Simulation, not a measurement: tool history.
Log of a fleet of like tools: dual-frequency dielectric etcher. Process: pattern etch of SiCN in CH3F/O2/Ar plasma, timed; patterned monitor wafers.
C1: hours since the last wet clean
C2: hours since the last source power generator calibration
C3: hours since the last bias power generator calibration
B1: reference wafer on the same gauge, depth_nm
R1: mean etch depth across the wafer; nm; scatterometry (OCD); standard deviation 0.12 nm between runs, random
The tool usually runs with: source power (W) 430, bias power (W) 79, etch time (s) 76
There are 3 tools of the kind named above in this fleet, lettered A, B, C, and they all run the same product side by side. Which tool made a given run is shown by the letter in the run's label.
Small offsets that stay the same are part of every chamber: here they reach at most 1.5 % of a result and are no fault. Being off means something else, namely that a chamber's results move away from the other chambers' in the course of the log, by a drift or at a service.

Run 1A, hour 11.8: usual settings; C1 182.2; C2 2693.6; C3 2254.7; B1 29.191. Result: R1 30.125 nm.
Run 2C, hour 19.7: usual settings; C1 144.7; C2 711.5; C3 2243.6; B1 29.184. Result: R1 30.255 nm.
At hour 22.3: chamber B: source power generator calibrated.
Run 3B, hour 35.2: usual settings; C1 429.2; C2 12.9; C3 217.1; B1 29.226. Result: R1 29.975 nm.
Run 4B, hour 48.4: usual settings; C1 442.4; C2 26.1; C3 230.3; B1 29.225. Result: R1 30.304 nm.
Run 5C, hour 59.1: usual settings but source power (W) 360, bias power (W) 85; C1 184.1; C2 750.9; C3 2283; B1 29.184. Result: R1 29.01 nm.
Run 6A, hour 75.6: usual settings but source power (W) 360, bias power (W) 85; C1 246; C2 2757.4; C3 2318.5; B1 29.189. Result: R1 29.044 nm.
Run 7A, hour 83.4: usual settings but source power (W) 360, bias power (W) 85; C1 253.8; C2 2765.2; C3 2326.3; B1 29.226. Result: R1 29.199 nm.
Run 8C, hour 94.1: usual settings; C1 219.1; C2 785.9; C3 2318; B1 29.207. Result: R1 30.307 nm.
Run 9B, hour 106.8: usual settings; C1 500.8; C2 84.5; C3 288.7; B1 29.194. Result: R1 30.106 nm.
Run 10B, hour 115: usual settings; C1 509; C2 92.7; C3 296.9; B1 29.154. Result: R1 29.865 nm.
Run 11C, hour 123.1: usual settings; C1 248.1; C2 814.9; C3 2347; B1 29.217. Result: R1 30.406 nm.
Run 12A, hour 135.8: usual settings; C1 306.2; C2 2817.6; C3 2378.7; B1 29.187. Result: R1 30.134 nm.
Run 13C, hour 145.9: usual settings; C1 270.9; C2 837.7; C3 2369.8; B1 29.212. Result: R1 30.32 nm.
Run 14A, hour 157.9: usual settings; C1 328.3; C2 2839.7; C3 2400.8; B1 29.227. Result: R1 30.268 nm.
Run 15B, hour 173: usual settings but source power (W) 530, etch time (s) 61.5; C1 567; C2 150.7; C3 354.9; B1 29.214. Result: R1 26.346 nm.
Run 16A, hour 187: usual settings but source power (W) 530, etch time (s) 61.5; C1 357.4; C2 2868.8; C3 2429.9; B1 29.202. Result: R1 26.602 nm.
Run 17C, hour 196.6: usual settings but source power (W) 530, etch time (s) 61.5; C1 321.6; C2 888.4; C3 2420.5; B1 29.22. Result: R1 26.825 nm.
Run 18B, hour 208.9: usual settings; C1 602.9; C2 186.6; C3 390.8; B1 29.181. Result: R1 30.005 nm.
Run 19B, hour 216.5: usual settings but source power (W) 380, etch time (s) 86; C1 610.5; C2 194.2; C3 398.4; B1 29.198. Result: R1 32.64 nm.
At hour 226.4: chamber A: wet clean of the chamber.
Run 20C, hour 230.8: usual settings but source power (W) 380, etch time (s) 86; C1 355.8; C2 922.6; C3 2454.7; B1 29.215. Result: R1 33.039 nm.
Run 21A, hour 238.4: usual settings but source power (W) 380, etch time (s) 86; C1 12; C2 2920.2; C3 2481.3; B1 29.174. Result: R1 32.55 nm.
Run 22B, hour 248.3: usual settings; C1 642.3; C2 226; C3 430.2; B1 29.177. Result: R1 30.257 nm.
Run 23C, hour 262.7: usual settings; C1 387.7; C2 954.5; C3 2486.6; B1 29.211. Result: R1 30.84 nm.
At hour 263.7: chamber B: wet clean of the chamber.
Run 24A, hour 270.1: usual settings; C1 43.7; C2 2951.9; C3 2513; B1 29.206. Result: R1 30.3 nm.
Run 25C, hour 285.9: usual settings; C1 410.9; C2 977.7; C3 2509.8; B1 29.197. Result: R1 30.947 nm.
Run 26B, hour 293.5: usual settings; C1 29.8; C2 271.2; C3 475.4; B1 29.199. Result: R1 30.039 nm.
Run 27A, hour 300.8: usual settings but source power (W) 520, etch time (s) 64.5; C1 74.4; C2 2982.6; C3 2543.7; B1 29.216. Result: R1 27.714 nm.
Run 28B, hour 310.6: usual settings but source power (W) 520, etch time (s) 64.5; C1 46.9; C2 288.3; C3 492.5; B1 29.183. Result: R1 27.362 nm.
Run 29A, hour 321.6: usual settings but source power (W) 520, etch time (s) 64.5; C1 95.2; C2 3003.4; C3 2564.5; B1 29.213. Result: R1 27.468 nm.
Run 30C, hour 330: usual settings; C1 455; C2 1021.8; C3 2553.9; B1 29.183. Result: R1 31.213 nm.
Run 31C, hour 344.8: usual settings; C1 469.8; C2 1036.6; C3 2568.7; B1 29.197. Result: R1 31.178 nm.
Run 32A, hour 356.9: usual settings; C1 130.5; C2 3038.7; C3 2599.8; B1 29.185. Result: R1 30.24 nm.
Run 33B, hour 369.6: usual settings; C1 105.9; C2 347.3; C3 551.5; B1 29.215. Result: R1 30.024 nm.
Run 34C, hour 380.6: usual settings; C1 505.6; C2 1072.4; C3 2604.5; B1 29.19. Result: R1 31.147 nm.
Run 35A, hour 388: usual settings; C1 161.6; C2 3069.8; C3 2630.9; B1 29.168. Result: R1 30.188 nm.
Run 36B, hour 399.3: usual settings; C1 135.6; C2 377; C3 581.2; B1 29.211. Result: R1 29.93 nm.
Run 37A, hour 415.7: usual settings; C1 189.3; C2 3097.5; C3 2658.6; B1 29.19. Result: R1 30.061 nm.
Run 38B, hour 429.4: usual settings; C1 165.7; C2 407.1; C3 611.3; B1 29.241. Result: R1 30.029 nm.

Decide between three cases: one chamber stands off from its peers, the gauge reading all wafers drifts, or nothing is wrong past each chamber's small offset. Where a chamber is off, say which and what most likely put it there.

Little by little, chamber C moves away from the other chambers.
Most likely cause: etch rate over this chamber's usual, % = 4.44.

Which of the 4 candidates below, each the usual settings with something changed and its results left as question marks, puts chamber C back in line with what the other chambers give on the usual settings?
In-line tolerance around the mean of the other chambers on the usual settings: R1 0.42 nm
Run 39C-1, hour 441.2: usual settings but etch time (s) 75. Result: R1 ?.
Run 39C-2, hour 441.2: usual settings but etch time (s) 72.5. Result: R1 ?.
Run 39C-3, hour 441.2: usual settings but bias power (W) 80, etch time (s) 79. Result: R1 ?.
Run 39C-4, hour 441.2: usual settings but bias power (W) 83. Result: R1 ?.

The other chambers' mean on the usual settings: R1 30.147 nm
  run      R1
39C-1  31.293
39C-2   30.25
39C-3  33.112
39C-4  32.284
With 39C-2, the chamber falls back in line with the rest.
